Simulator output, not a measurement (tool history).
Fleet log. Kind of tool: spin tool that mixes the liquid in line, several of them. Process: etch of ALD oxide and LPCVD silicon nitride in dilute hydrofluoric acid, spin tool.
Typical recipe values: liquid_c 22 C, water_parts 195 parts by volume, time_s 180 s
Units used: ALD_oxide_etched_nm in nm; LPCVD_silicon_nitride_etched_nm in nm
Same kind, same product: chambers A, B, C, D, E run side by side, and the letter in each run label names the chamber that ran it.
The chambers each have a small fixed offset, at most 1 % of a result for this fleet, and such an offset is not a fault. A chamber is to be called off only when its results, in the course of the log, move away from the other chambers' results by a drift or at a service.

| run | hour | liquid_c | water_parts | time_s | read-back film thickness of the ALD oxide reference wafer, read on the same gauge (nm) | read-back film thickness of the LPCVD silicon nitride reference wafer, read on the same gauge (nm) | ALD_oxide_etched_nm | LPCVD_silicon_nitride_etched_nm |
|---|---|---|---|---|---|---|---|---|
| 1B | 11.2 | 22 | 195 | 180 | 89.980 | 120.01 | 13.8150 | 0.40240 |
| 2E | 23.2 | 22 | 195 | 180 | 90.013 | 119.99 | 13.8760 | 0.45435 |
| 3A | 32.1 | 22 | 195 | 180 | 90.001 | 119.97 | 13.8450 | 0.43446 |
| 4C | 40.4 | 22 | 195 | 180 | 90.000 | 120.01 | 13.9120 | 0.42953 |
| 5D | 52.1 | 22 | 195 | 180 | 89.980 | 120.00 | 13.8310 | 0.44076 |
| 6C | 59.7 | 22 | 195 | 180 | 90.000 | 120.03 | 13.8530 | 0.41681 |
| 7A | 69.0 | 22 | 195 | 180 | 90.031 | 120.02 | 13.8040 | 0.41709 |
| 8B | 74.7 | 22 | 195 | 180 | 89.980 | 119.99 | 13.6100 | 0.48667 |
| 9D | 84.3 | 22 | 195 | 180 | 89.996 | 120.00 | 13.8680 | 0.44015 |
|  | 89.7 | chamber D: thermometer replaced |
| 10E | 90.1 | 22 | 195 | 180 | 90.006 | 120.02 | 13.8300 | 0.38530 |
| 11C | 95.9 | 22 | 195 | 180 | 90.003 | 119.99 | 13.8600 | 0.42664 |
| 12E | 104.6 | 22 | 195 | 180 | 89.985 | 120.01 | 13.8640 | 0.45116 |
| 13D | 115.9 | 22 | 195 | 180 | 90.002 | 120.01 | 13.8910 | 0.35614 |
| 14B | 124.9 | 22 | 195 | 180 | 90.012 | 120.00 | 13.8700 | 0.42003 |
| 15A | 132.4 | 22 | 195 | 180 | 90.013 | 119.99 | 13.7740 | 0.41204 |
| 16C | 139.6 | 22 | 195 | 180 | 89.996 | 119.99 | 13.9310 | 0.38760 |
| 17D | 146.4 | 22 | 195 | 180 | 90.015 | 120.00 | 13.9510 | 0.45001 |
| 18E | 156.6 | 22 | 195 | 180 | 89.961 | 119.98 | 13.9100 | 0.42520 |
| 19A | 167.6 | 22 | 195 | 180 | 90.011 | 120.03 | 13.8220 | 0.40334 |
| 20B | 173.4 | 22 | 195 | 180 | 90.011 | 120.01 | 13.4620 | 0.45610 |
| 21C | 183.8 | 22 | 195 | 180 | 89.998 | 119.99 | 13.8280 | 0.36906 |
| 22A | 190.6 | 22 | 195 | 180 | 90.003 | 119.99 | 13.8030 | 0.44827 |
| 23E | 199.7 | 22 | 195 | 180 | 89.997 | 119.99 | 13.8680 | 0.40423 |
| 24B | 206.6 | 22 | 195 | 180 | 90.013 | 120.00 | 13.6540 | 0.36265 |
| 25D | 212.2 | 22 | 195 | 180 | 90.008 | 120.00 | 13.8820 | 0.43620 |
|  | 215.9 | chamber E: thermometer replaced |
| 26E | 220.8 | 22 | 270 | 180 | 90.010 | 120.00 | 9.3710 | 0.30268 |
| 27C | 231.6 | 22 | 270 | 180 | 90.011 | 119.99 | 9.3468 | 0.26926 |
| 28B | 240.5 | 22 | 270 | 180 | 89.987 | 120.00 | 9.1482 | 0.30455 |
| 29A | 251.7 | 22 | 270 | 180 | 90.013 | 120.02 | 9.2501 | 0.30959 |
| 30D | 257.7 | 22 | 270 | 180 | 90.010 | 120.00 | 9.2999 | 0.26692 |
| 31C | 263.7 | 22 | 145 | 180 | 90.027 | 120.00 | 19.3710 | 0.51815 |
| 32E | 274.2 | 22 | 145 | 180 | 90.001 | 119.99 | 20.1060 | 0.57666 |
| 33D | 285.6 | 22 | 145 | 180 | 90.001 | 119.98 | 19.7820 | 0.60130 |
| 34B | 294.0 | 22 | 145 | 180 | 89.990 | 119.98 | 19.3820 | 0.54503 |
| 35A | 301.3 | 22 | 145 | 180 | 90.009 | 120.01 | 19.6120 | 0.58475 |
| 36D | 307.4 | 22 | 195 | 145 | 90.008 | 120.02 | 11.1580 | 0.36495 |
| 37B | 313.1 | 22 | 195 | 145 | 90.007 | 120.00 | 11.0070 | 0.36156 |
| 38A | 322.5 | 22 | 195 | 145 | 89.984 | 120.00 | 11.0980 | 0.33030 |
| 39E | 331.4 | 22 | 195 | 145 | 89.989 | 120.02 | 11.4570 | 0.33721 |
|  | 339.2 | chamber D: hydrofluoric acid flow meter replaced |
| 40C | 340.7 | 22 | 195 | 145 | 90.003 | 120.00 | 11.1140 | 0.32303 |
| 41D | 350.3 | 22 | 115 | 180 | 89.992 | 120.01 | 25.9920 | 0.62242 |
| 42C | 361.5 | 22 | 115 | 180 | 90.008 | 120.01 | 25.3040 | 0.67325 |

Decide between three cases: one chamber stands off from its peers, the gauge reading all wafers drifts, or nothing is wrong past each chamber's small offset. Where a chamber is off, say which and what most likely put it there.

Little by little, chamber E moves away from the other chambers.
Cause: hydrofluoric acid flow above the setpoint (%) = 2.35.

Chamber E could run next with any of the 4 candidate recipes listed below; each alters the usual settings, and their results appear as question marks. Which one brings its results back in line with what the other chambers deliver on the usual settings?
In-line tolerance around the mean of the other chambers on the usual settings: ALD_oxide_etched_nm 0.2500 nm; LPCVD_silicon_nitride_etched_nm 0.12000 nm
| 43E-1 | 370.1 | 22.0 | 200 | 180 |  |  | ? | ? |
| 43E-2 | 370.1 | 22.0 | 190 | 180 |  |  | ? | ? |
| 43E-3 | 370.1 | 21.5 | 185 | 185 |  |  | ? | ? |
| 43E-4 | 370.1 | 22.5 | 205 | 175 |  |  | ? | ? |

What the other chambers average on the usual settings: ALD_oxide_etched_nm 13.7920 nm; LPCVD_silicon_nitride_etched_nm 0.41871 nm
| run | ALD_oxide_etched_nm | LPCVD_silicon_nitride_etched_nm |
|---|---|---|
| 43E-1 | 13.7930 | 0.40755 |
| 43E-2 | 14.6760 | 0.42878 |
| 43E-3 | 15.2800 | 0.43803 |
| 43E-4 | 13.2610 | 0.39930 |
With 43E-1, the chamber falls back in line with the rest.

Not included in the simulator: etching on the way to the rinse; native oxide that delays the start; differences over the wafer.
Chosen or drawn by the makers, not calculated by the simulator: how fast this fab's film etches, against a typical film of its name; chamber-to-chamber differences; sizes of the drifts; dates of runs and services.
